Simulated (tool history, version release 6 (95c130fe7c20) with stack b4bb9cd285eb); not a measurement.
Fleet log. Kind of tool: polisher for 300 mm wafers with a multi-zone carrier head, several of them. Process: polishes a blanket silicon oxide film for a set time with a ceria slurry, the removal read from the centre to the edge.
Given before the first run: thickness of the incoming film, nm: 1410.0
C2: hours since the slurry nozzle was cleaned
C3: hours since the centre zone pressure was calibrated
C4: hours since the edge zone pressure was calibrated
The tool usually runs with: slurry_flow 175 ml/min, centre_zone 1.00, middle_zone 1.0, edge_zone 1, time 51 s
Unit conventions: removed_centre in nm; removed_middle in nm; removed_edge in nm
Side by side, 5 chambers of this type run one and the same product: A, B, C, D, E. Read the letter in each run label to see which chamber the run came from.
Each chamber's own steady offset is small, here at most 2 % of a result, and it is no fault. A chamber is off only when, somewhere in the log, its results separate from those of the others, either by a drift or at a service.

At hour 5.0: chamber D: edge zone pressure recalibrated.
Run 1A, hour 8.7: usual settings; wafers polished on this pad 210; C2 475.0; C3 964.6; C4 16.8. Result: removed_centre 273.93 nm, removed_middle 279.68 nm, removed_edge 282.00 nm.
At hour 16.3: chamber D: worn pad replaced by a new one.
Run 2C, hour 20.5: usual settings; wafers polished on this pad 402; C2 460.7; C3 329.7; C4 407.0. Result: removed_centre 281.49 nm, removed_middle 274.08 nm, removed_edge 278.77 nm.
Run 3B, hour 30.6: usual settings; wafers polished on this pad 919; C2 83.5; C3 569.7; C4 568.1. Result: removed_centre 273.58 nm, removed_middle 278.16 nm, removed_edge 279.33 nm.
At hour 36.5: chamber B: worn pad replaced by a new one.
Run 4D, hour 42.2: usual settings; wafers polished on this pad 376; C2 89.9; C3 173.9; C4 37.2. Result: removed_centre 279.50 nm, removed_middle 280.02 nm, removed_edge 280.90 nm.
At hour 43.2: chamber E: slurry nozzle cleaned.
Run 5E, hour 47.9: usual settings; wafers polished on this pad 804; C2 4.7; C3 154.0; C4 138.6. Result: removed_centre 288.83 nm, removed_middle 283.87 nm, removed_edge 282.59 nm.
At hour 52.6: chamber B: edge zone pressure recalibrated.
At hour 52.7: chamber C: slurry nozzle cleaned.
Run 6D, hour 56.8: usual settings but slurry_flow 205 ml/min, centre_zone 0.92; wafers polished on this pad 587; C2 104.5; C3 188.5; C4 51.8. Result: removed_centre 267.06 nm, removed_middle 288.31 nm, removed_edge 282.38 nm.
At hour 59.7: chamber E: worn pad replaced by a new one.
Run 7E, hour 65.9: usual settings but slurry_flow 205 ml/min, centre_zone 0.92; wafers polished on this pad 90; C2 22.7; C3 172.0; C4 156.6. Result: removed_centre 265.80 nm, removed_middle 287.98 nm, removed_edge 288.22 nm.
At hour 67.5: chamber A: worn pad replaced by a new one.
At hour 67.8: chamber C: centre zone pressure recalibrated.
At hour 72.8: chamber C: worn pad replaced by a new one.
Run 8A, hour 73.5: usual settings but slurry_flow 205 ml/min, centre_zone 0.92; wafers polished on this pad 87; C2 539.8; C3 1029.4; C4 81.6. Result: removed_centre 264.51 nm, removed_middle 290.20 nm, removed_edge 291.16 nm.
At hour 77.4: chamber D: worn pad replaced by a new one.
Run 9C, hour 80.9: usual settings but slurry_flow 205 ml/min, centre_zone 0.92; wafers polished on this pad 118; C2 28.3; C3 13.2; C4 467.4. Result: removed_centre 263.53 nm, removed_middle 287.11 nm, removed_edge 279.91 nm.
Run 10B, hour 87.0: usual settings but slurry_flow 205 ml/min, centre_zone 0.92; wafers polished on this pad 732; C2 139.9; C3 626.1; C4 34.5. Result: removed_centre 258.00 nm, removed_middle 290.02 nm, removed_edge 290.60 nm.
Run 11E, hour 96.8: usual settings; wafers polished on this pad 537; C2 53.6; C3 202.9; C4 187.5. Result: removed_centre 290.93 nm, removed_middle 285.48 nm, removed_edge 280.66 nm.
Run 12D, hour 105.0: usual settings; wafers polished on this pad 400; C2 152.7; C3 236.7; C4 100.0. Result: removed_centre 280.57 nm, removed_middle 283.13 nm, removed_edge 277.98 nm.
At hour 109.0: chamber B: worn pad replaced by a new one.
Run 13A, hour 117.6: usual settings but slurry_flow 200 ml/min, middle_zone 0.9; wafers polished on this pad 726; C2 583.9; C3 1073.5; C4 125.7. Result: removed_centre 287.46 nm, removed_middle 255.80 nm, removed_edge 280.28 nm.
Run 14C, hour 124.7: usual settings but slurry_flow 200 ml/min, middle_zone 0.9; wafers polished on this pad 752; C2 72.1; C3 57.0; C4 511.2. Result: removed_centre 291.24 nm, removed_middle 259.69 nm, removed_edge 286.05 nm.
At hour 131.6: chamber E: worn pad replaced by a new one.
Run 15B, hour 132.5: usual settings but slurry_flow 200 ml/min, middle_zone 0.9; wafers polished on this pad 341; C2 185.4; C3 671.6; C4 80.0. Result: removed_centre 279.00 nm, removed_middle 256.61 nm, removed_edge 285.67 nm.
At hour 135.5: chamber A: worn pad replaced by a new one.
Run 16C, hour 140.3: usual settings but slurry_flow 200 ml/min, middle_zone 0.9; wafers polished on this pad 978; C2 87.7; C3 72.6; C4 526.8. Result: removed_centre 290.78 nm, removed_middle 259.27 nm, removed_edge 284.24 nm.
At hour 148.1: chamber D: worn pad replaced by a new one.
At hour 150.2: chamber D: slurry nozzle cleaned.
At hour 151.4: chamber B: centre zone pressure recalibrated.
Run 17A, hour 152.9: usual settings but slurry_flow 200 ml/min, middle_zone 0.9; wafers polished on this pad 252; C2 619.2; C3 1108.8; C4 161.0. Result: removed_centre 286.83 nm, removed_middle 257.84 nm, removed_edge 283.60 nm.
At hour 160.0: chamber C: worn pad replaced by a new one.
Run 18B, hour 163.2: usual settings but time 62 s; wafers polished on this pad 785; C2 216.1; C3 11.8; C4 110.7. Result: removed_centre 329.10 nm, removed_middle 329.63 nm, removed_edge 336.78 nm.
Run 19D, hour 172.4: usual settings but time 62 s; wafers polished on this pad 352; C2 22.2; C3 304.1; C4 167.4. Result: removed_centre 339.43 nm, removed_middle 346.21 nm, removed_edge 346.44 nm.
At hour 174.1: chamber B: worn pad replaced by a new one.
Run 20E, hour 183.6: usual settings but time 62 s; wafers polished on this pad 753; C2 140.4; C3 289.7; C4 274.3. Result: removed_centre 353.14 nm, removed_middle 348.11 nm, removed_edge 336.98 nm.
Run 21E, hour 189.2: usual settings but time 62 s; wafers polished on this pad 834; C2 146.0; C3 295.3; C4 279.9. Result: removed_centre 348.62 nm, removed_middle 349.12 nm, removed_edge 340.54 nm.
At hour 194.0: chamber A: slurry nozzle cleaned.
Run 22A, hour 194.7: usual settings but time 62 s; wafers polished on this pad 857; C2 0.8; C3 1150.6; C4 202.8. Result: removed_centre 337.57 nm, removed_middle 338.03 nm, removed_edge 345.22 nm.
Run 23C, hour 202.5: usual settings; wafers polished on this pad 616; C2 149.9; C3 134.8; C4 589.0. Result: removed_centre 283.33 nm, removed_middle 283.95 nm, removed_edge 278.29 nm.
At hour 203.5: chamber E: worn pad replaced by a new one.
At hour 206.0: chamber A: worn pad replaced by a new one.
Run 24D, hour 210.0: usual settings; wafers polished on this pad 897; C2 59.8; C3 341.7; C4 205.0. Result: removed_centre 278.82 nm, removed_middle 277.51 nm, removed_edge 282.90 nm.
Run 25B, hour 220.0: usual settings; wafers polished on this pad 665; C2 272.9; C3 68.6; C4 167.5. Result: removed_centre 261.72 nm, removed_middle 266.50 nm, removed_edge 273.86 nm.
At hour 225.3: chamber D: worn pad replaced by a new one.
Run 26A, hour 226.1: usual settings; wafers polished on this pad 291; C2 32.2; C3 1182.0; C4 234.2. Result: removed_centre 278.28 nm, removed_middle 285.27 nm, removed_edge 280.56 nm.
At hour 230.1: chamber B: worn pad replaced by a new one.
Run 27E, hour 234.7: usual settings but slurry_flow 220 ml/min; wafers polished on this pad 451; C2 191.5; C3 340.8; C4 325.4. Result: removed_centre 296.67 nm, removed_middle 294.85 nm, removed_edge 289.72 nm.
At hour 240.0: chamber C: worn pad replaced by a new one.
At hour 244.3: chamber D: centre zone pressure recalibrated.
Run 28B, hour 245.1: usual settings but slurry_flow 220 ml/min; wafers polished on this pad 217; C2 298.0; C3 93.7; C4 192.6. Result: removed_centre 274.57 nm, removed_middle 277.19 nm, removed_edge 277.82 nm.
At hour 245.4: chamber E: slurry nozzle cleaned.
Run 29C, hour 255.4: usual settings but slurry_flow 220 ml/min; wafers polished on this pad 224; C2 202.8; C3 187.7; C4 641.9. Result: removed_centre 294.89 nm, removed_middle 293.69 nm, removed_edge 288.44 nm.
At hour 262.2: chamber E: worn pad replaced by a new one.
Run 30D, hour 262.3: usual settings but slurry_flow 220 ml/min; wafers polished on this pad 536; C2 112.1; C3 18.0; C4 257.3. Result: removed_centre 286.78 nm, removed_middle 289.06 nm, removed_edge 290.34 nm.
Run 31C, hour 272.1: usual settings but slurry_flow 220 ml/min; wafers polished on this pad 466; C2 219.5; C3 204.4; C4 658.6. Result: removed_centre 295.52 nm, removed_middle 290.70 nm, removed_edge 288.98 nm.
At hour 280.7: chamber A: worn pad replaced by a new one.
Run 32E, hour 284.1: usual settings; wafers polished on this pad 317; C2 38.7; C3 390.2; C4 374.8. Result: removed_centre 287.54 nm, removed_middle 284.16 nm, removed_edge 283.05 nm.
At hour 287.0: chamber D: worn pad replaced by a new one.
At hour 290.6: chamber A: centre zone pressure recalibrated.
Run 33B, hour 292.1: usual settings; wafers polished on this pad 898; C2 345.0; C3 140.7; C4 239.6. Result: removed_centre 255.08 nm, removed_middle 253.55 nm, removed_edge 263.33 nm.
Run 34A, hour 298.3: usual settings; wafers polished on this pad 255; C2 104.4; C3 7.8; C4 306.4. Result: removed_centre 278.79 nm, removed_middle 276.53 nm, removed_edge 284.64 nm.
At hour 306.4: chamber D: edge zone pressure recalibrated.
Run 35D, hour 309.9: usual settings; wafers polished on this pad 332; C2 159.7; C3 65.6; C4 3.5. Result: removed_centre 282.21 nm, removed_middle 283.50 nm, removed_edge 278.36 nm.
Run 36D, hour 316.6: usual settings; wafers polished on this pad 429; C2 166.4; C3 72.3; C4 10.2. Result: removed_centre 279.04 nm, removed_middle 281.79 nm, removed_edge 280.82 nm.

Next, every chamber runs the same settings. What will each give?
Run 37A, hour 325.7: usual settings but centre_zone 1.04. Result: removed_centre ?, removed_middle ?, removed_edge ?.
Run 37B, hour 325.7: usual settings but centre_zone 1.04. Result: removed_centre ?, removed_middle ?, removed_edge ?.
Run 37C, hour 325.7: usual settings but centre_zone 1.04. Result: removed_centre ?, removed_middle ?, removed_edge ?.
Run 37D, hour 325.7: usual settings but centre_zone 1.04. Result: removed_centre ?, removed_middle ?, removed_edge ?.
Run 37E, hour 325.7: usual settings but centre_zone 1.04. Result: removed_centre ?, removed_middle ?, removed_edge ?.

run  removed_centre  removed_middle  removed_edge
37A          294.72          281.91        278.96
37B          254.54          252.73        260.52
37C          301.34          280.56        277.63
37D          291.08          276.34        281.67
37E          297.94          280.10        279.15

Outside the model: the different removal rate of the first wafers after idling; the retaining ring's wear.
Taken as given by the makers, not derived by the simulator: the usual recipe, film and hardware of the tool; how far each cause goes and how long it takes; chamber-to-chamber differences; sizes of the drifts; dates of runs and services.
